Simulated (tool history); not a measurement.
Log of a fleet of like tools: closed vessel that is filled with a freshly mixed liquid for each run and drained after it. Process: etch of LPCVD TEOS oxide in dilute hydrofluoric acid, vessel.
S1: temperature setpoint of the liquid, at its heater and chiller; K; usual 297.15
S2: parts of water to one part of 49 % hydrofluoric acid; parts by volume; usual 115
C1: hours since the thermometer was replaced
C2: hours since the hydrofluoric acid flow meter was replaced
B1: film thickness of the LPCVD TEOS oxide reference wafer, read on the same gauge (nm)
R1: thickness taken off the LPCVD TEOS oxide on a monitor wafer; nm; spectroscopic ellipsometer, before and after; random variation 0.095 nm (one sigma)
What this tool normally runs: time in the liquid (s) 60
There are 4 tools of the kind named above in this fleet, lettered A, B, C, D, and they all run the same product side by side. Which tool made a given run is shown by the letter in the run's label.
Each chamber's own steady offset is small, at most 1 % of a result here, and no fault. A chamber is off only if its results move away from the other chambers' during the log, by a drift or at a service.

run 1A hour=8.4 | S1=297.15 S2=115 time_in_the_liquid_(s)=60 | C1=723.8 C2=713.1 | B1=129.98 | R1=27.392
run 2D hour=23.6 | S1=297.15 S2=115 time_in_the_liquid_(s)=60 | C1=2998.7 C2=632.6 | B1=130.02 | R1=27.207
run 3C hour=36.7 | S1=297.15 S2=115 time_in_the_liquid_(s)=60 | C1=1795.5 C2=141.4 | B1=130.07 | R1=26.849
run 4B hour=44.3 | S1=297.15 S2=115 time_in_the_liquid_(s)=60 | C1=77.0 C2=834.3 | B1=129.96 | R1=27.300
run 5B hour=58.7 | S1=297.15 S2=115 time_in_the_liquid_(s)=40 | C1=91.4 C2=848.7 | B1=130.02 | R1=18.070
run 6A hour=72.8 | S1=297.15 S2=115 time_in_the_liquid_(s)=40 | C1=788.2 C2=777.5 | B1=130.01 | R1=18.262
run 7D hour=83.5 | S1=297.15 S2=115 time_in_the_liquid_(s)=40 | C1=3058.6 C2=692.5 | B1=130.00 | R1=18.207
run 8C hour=94.3 | S1=297.15 S2=115 time_in_the_liquid_(s)=40 | C1=1853.1 C2=199.0 | B1=130.00 | R1=17.972
run 9D hour=109.7 | S1=297.15 S2=115 time_in_the_liquid_(s)=60 | C1=3084.8 C2=718.7 | B1=130.04 | R1=27.248
run 10C hour=124.9 | S1=297.15 S2=115 time_in_the_liquid_(s)=60 | C1=1883.7 C2=229.6 | B1=130.02 | R1=26.690
run 11B hour=134.4 | S1=297.15 S2=115 time_in_the_liquid_(s)=60 | C1=167.1 C2=924.4 | B1=129.97 | R1=27.179
-- hour=138.5 chamber D: thermometer replaced
run 12A hour=148.7 | S1=297.15 S2=115 time_in_the_liquid_(s)=75 | C1=864.1 C2=853.4 | B1=129.94 | R1=34.151
run 13A hour=161.9 | S1=297.15 S2=115 time_in_the_liquid_(s)=75 | C1=877.3 C2=866.6 | B1=129.98 | R1=33.794
run 14B hour=171.2 | S1=297.15 S2=115 time_in_the_liquid_(s)=75 | C1=203.9 C2=961.2 | B1=129.99 | R1=33.964
run 15D hour=179.8 | S1=297.15 S2=115 time_in_the_liquid_(s)=75 | C1=41.3 C2=788.8 | B1=130.04 | R1=34.081
run 16C hour=195.2 | S1=297.15 S2=115 time_in_the_liquid_(s)=60 | C1=1954.0 C2=299.9 | B1=129.98 | R1=26.770
run 17B hour=204.1 | S1=297.15 S2=115 time_in_the_liquid_(s)=60 | C1=236.8 C2=994.1 | B1=130.01 | R1=27.223
run 18A hour=218.1 | S1=297.15 S2=115 time_in_the_liquid_(s)=60 | C1=933.5 C2=922.8 | B1=130.00 | R1=27.028
run 19D hour=230.0 | S1=297.15 S2=165 time_in_the_liquid_(s)=60 | C1=91.5 C2=839.0 | B1=130.02 | R1=17.916
run 20C hour=243.0 | S1=297.15 S2=165 time_in_the_liquid_(s)=60 | C1=2001.8 C2=347.7 | B1=129.99 | R1=17.681
run 21C hour=254.4 | S1=297.15 S2=165 time_in_the_liquid_(s)=60 | C1=2013.2 C2=359.1 | B1=129.96 | R1=17.695
run 22B hour=265.4 | S1=297.15 S2=165 time_in_the_liquid_(s)=60 | C1=298.1 C2=1055.4 | B1=130.01 | R1=17.952
run 23D hour=279.2 | S1=297.15 S2=115 time_in_the_liquid_(s)=60 | C1=140.7 C2=888.2 | B1=130.02 | R1=27.175
run 24A hour=290.4 | S1=297.15 S2=115 time_in_the_liquid_(s)=60 | C1=1005.8 C2=995.1 | B1=129.94 | R1=26.723
run 25C hour=302.7 | S1=297.15 S2=115 time_in_the_liquid_(s)=60 | C1=2061.5 C2=407.4 | B1=130.01 | R1=26.788
run 26B hour=316.0 | S1=297.15 S2=115 time_in_the_liquid_(s)=60 | C1=348.7 C2=1106.0 | B1=130.01 | R1=27.145
run 27D hour=324.7 | S1=297.15 S2=115 time_in_the_liquid_(s)=60 | C1=186.2 C2=933.7 | B1=129.96 | R1=27.409

What goes on in this fleet: one chamber off, a drifting gauge, or nothing beyond the chambers' own small offsets? Name the chamber and the cause, if any.

One chamber, A, drifts off from the rest bit by bit.
What lies behind it: liquid colder than its thermometer reads (K) = 0.843.
With only this log, it may be confused with: hydrofluoric acid flow below the setpoint (%).

Chamber A could run next with any of the 4 candidate recipes listed below; each alters the usual settings, and their results appear as question marks. Which one brings its results back in line with what the other chambers deliver on the usual settings?
Maximum distance from the other chambers' mean on the usual settings for a result to count as in line: R1 0.330 nm
run 28A-1 hour=336.0 | S1=296.65 S2=115 time_in_the_liquid_(s)=60 | R1=?
run 28A-2 hour=336.0 | S1=297.15 S2=120 time_in_the_liquid_(s)=60 | R1=?
run 28A-3 hour=336.0 | S1=297.65 S2=115 time_in_the_liquid_(s)=60 | R1=?
run 28A-4 hour=336.0 | S1=297.15 S2=110 time_in_the_liquid_(s)=60 | R1=?

Average result of the remaining chambers running the usual settings: R1 27.106 nm
run=28A-1 R1=25.985
run=28A-2 R1=25.259
run=28A-3 R1=27.022
run=28A-4 R1=27.865
28A-3 brings the chamber back in line.
